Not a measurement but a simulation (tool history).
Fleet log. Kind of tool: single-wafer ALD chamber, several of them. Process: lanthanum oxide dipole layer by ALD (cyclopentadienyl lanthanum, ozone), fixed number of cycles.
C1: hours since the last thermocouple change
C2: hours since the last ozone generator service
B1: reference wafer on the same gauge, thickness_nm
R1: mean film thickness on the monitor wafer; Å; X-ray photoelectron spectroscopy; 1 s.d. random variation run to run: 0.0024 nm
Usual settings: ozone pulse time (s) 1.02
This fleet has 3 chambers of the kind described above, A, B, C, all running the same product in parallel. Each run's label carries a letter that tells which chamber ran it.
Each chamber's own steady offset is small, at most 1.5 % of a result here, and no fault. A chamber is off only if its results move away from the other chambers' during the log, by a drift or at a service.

run 1C hour=11.5 | ozone_pulse_time_(s)=1.02 | C1=1901 C2=730.8 | B1=0.48687 | R1=5.0838
run 2A hour=21.2 | ozone_pulse_time_(s)=1.02 | C1=885.1 C2=787.7 | B1=0.48742 | R1=5.0105
run 3B hour=26.9 | ozone_pulse_time_(s)=1.02 | C1=2002.7 C2=1299.2 | B1=0.48668 | R1=5.0876
run 4C hour=34.4 | ozone_pulse_time_(s)=1.02 | C1=1923.9 C2=753.7 | B1=0.48697 | R1=5.0297
run 5A hour=44.2 | ozone_pulse_time_(s)=0.82 | C1=908.1 C2=810.7 | B1=0.48676 | R1=4.6215
run 6B hour=52.8 | ozone_pulse_time_(s)=0.82 | C1=2028.6 C2=1325.1 | B1=0.48682 | R1=4.6646
run 7C hour=64.2 | ozone_pulse_time_(s)=0.82 | C1=1953.7 C2=783.5 | B1=0.48685 | R1=4.6531
run 8A hour=73.9 | ozone_pulse_time_(s)=1.02 | C1=937.8 C2=840.4 | B1=0.48727 | R1=5.0464
run 9B hour=82.7 | ozone_pulse_time_(s)=1.02 | C1=2058.5 C2=1355 | B1=0.48665 | R1=5.0724
run 10B hour=94.5 | ozone_pulse_time_(s)=1.02 | C1=2070.3 C2=1366.8 | B1=0.48684 | R1=5.0589
run 11C hour=101 | ozone_pulse_time_(s)=1.02 | C1=1990.5 C2=820.3 | B1=0.48737 | R1=5.0222
run 12A hour=110.1 | ozone_pulse_time_(s)=1.02 | C1=974 C2=876.6 | B1=0.48609 | R1=5.0453
run 13C hour=115.4 | ozone_pulse_time_(s)=1.02 | C1=2004.9 C2=834.7 | B1=0.48699 | R1=5.0279
run 14B hour=121.7 | ozone_pulse_time_(s)=1.02 | C1=2097.5 C2=1394 | B1=0.48697 | R1=5.1063
run 15A hour=128 | ozone_pulse_time_(s)=1.02 | C1=991.9 C2=894.5 | B1=0.48678 | R1=4.9756
run 16C hour=139.3 | ozone_pulse_time_(s)=1.02 | C1=2028.8 C2=858.6 | B1=0.48704 | R1=5.0574
run 17B hour=148.9 | ozone_pulse_time_(s)=1.02 | C1=2124.7 C2=1421.2 | B1=0.48669 | R1=5.066
run 18A hour=154.5 | ozone_pulse_time_(s)=1.02 | C1=1018.4 C2=921 | B1=0.48719 | R1=5.0442
run 19B hour=160.4 | ozone_pulse_time_(s)=1.02 | C1=2136.2 C2=1432.7 | B1=0.48736 | R1=5.091
-- hour=160.9 chamber A: ozone generator serviced
run 20C hour=171.6 | ozone_pulse_time_(s)=1.02 | C1=2061.1 C2=890.9 | B1=0.48674 | R1=5.0311
run 21A hour=177.5 | ozone_pulse_time_(s)=1.02 | C1=1041.4 C2=16.7 | B1=0.48681 | R1=5.0641
run 22B hour=183.9 | ozone_pulse_time_(s)=1.02 | C1=2159.7 C2=1456.2 | B1=0.48692 | R1=5.0639
run 23C hour=190.1 | ozone_pulse_time_(s)=1.02 | C1=2079.6 C2=909.4 | B1=0.48773 | R1=5.0354
run 24A hour=200.7 | ozone_pulse_time_(s)=1.02 | C1=1064.6 C2=39.9 | B1=0.48714 | R1=5.0593
run 25C hour=208.8 | ozone_pulse_time_(s)=1.02 | C1=2098.3 C2=928.1 | B1=0.48739 | R1=5.0445
run 26B hour=219.5 | ozone_pulse_time_(s)=1.02 | C1=2195.3 C2=1491.8 | B1=0.48722 | R1=5.0475
run 27A hour=226.3 | ozone_pulse_time_(s)=1.02 | C1=1090.2 C2=65.5 | B1=0.48695 | R1=5.0254
run 28C hour=232.5 | ozone_pulse_time_(s)=1.02 | C1=2122 C2=951.8 | B1=0.48734 | R1=5.0141
run 29A hour=244.4 | ozone_pulse_time_(s)=1.02 | C1=1108.3 C2=83.6 | B1=0.48719 | R1=5.0604
run 30B hour=253.7 | ozone_pulse_time_(s)=1.27 | C1=2229.5 C2=1526 | B1=0.48774 | R1=5.3851
run 31A hour=263.3 | ozone_pulse_time_(s)=1.27 | C1=1127.2 C2=102.5 | B1=0.48685 | R1=5.3385
run 32C hour=268.9 | ozone_pulse_time_(s)=1.27 | C1=2158.4 C2=988.2 | B1=0.4868 | R1=5.3348
run 33B hour=274.4 | ozone_pulse_time_(s)=1.02 | C1=2250.2 C2=1546.7 | B1=0.48712 | R1=5.0449
run 34C hour=284.4 | ozone_pulse_time_(s)=1.02 | C1=2173.9 C2=1003.7 | B1=0.48707 | R1=5.0525
run 35B hour=289.9 | ozone_pulse_time_(s)=1.02 | C1=2265.7 C2=1562.2 | B1=0.48692 | R1=5.0697
run 36A hour=297 | ozone_pulse_time_(s)=1.02 | C1=1160.9 C2=136.2 | B1=0.48765 | R1=5.0531
run 37C hour=305.7 | ozone_pulse_time_(s)=1.02 | C1=2195.2 C2=1025 | B1=0.48654 | R1=5.0633
run 38B hour=316.7 | ozone_pulse_time_(s)=1.02 | C1=2292.5 C2=1589 | B1=0.48671 | R1=5.0783
run 39A hour=323.9 | ozone_pulse_time_(s)=1.17 | C1=1187.8 C2=163.1 | B1=0.48691 | R1=5.2657
run 40B hour=330.3 | ozone_pulse_time_(s)=1.17 | C1=2306.1 C2=1602.6 | B1=0.48704 | R1=5.2714

Does one chamber stand apart from the rest, does the shared gauge drift, or is all well apart from small per-chamber offsets? Give the chamber and the most likely cause, where there is one.

The fleet is healthy, with each chamber sitting at its usual small offset and no drift in the gauge.
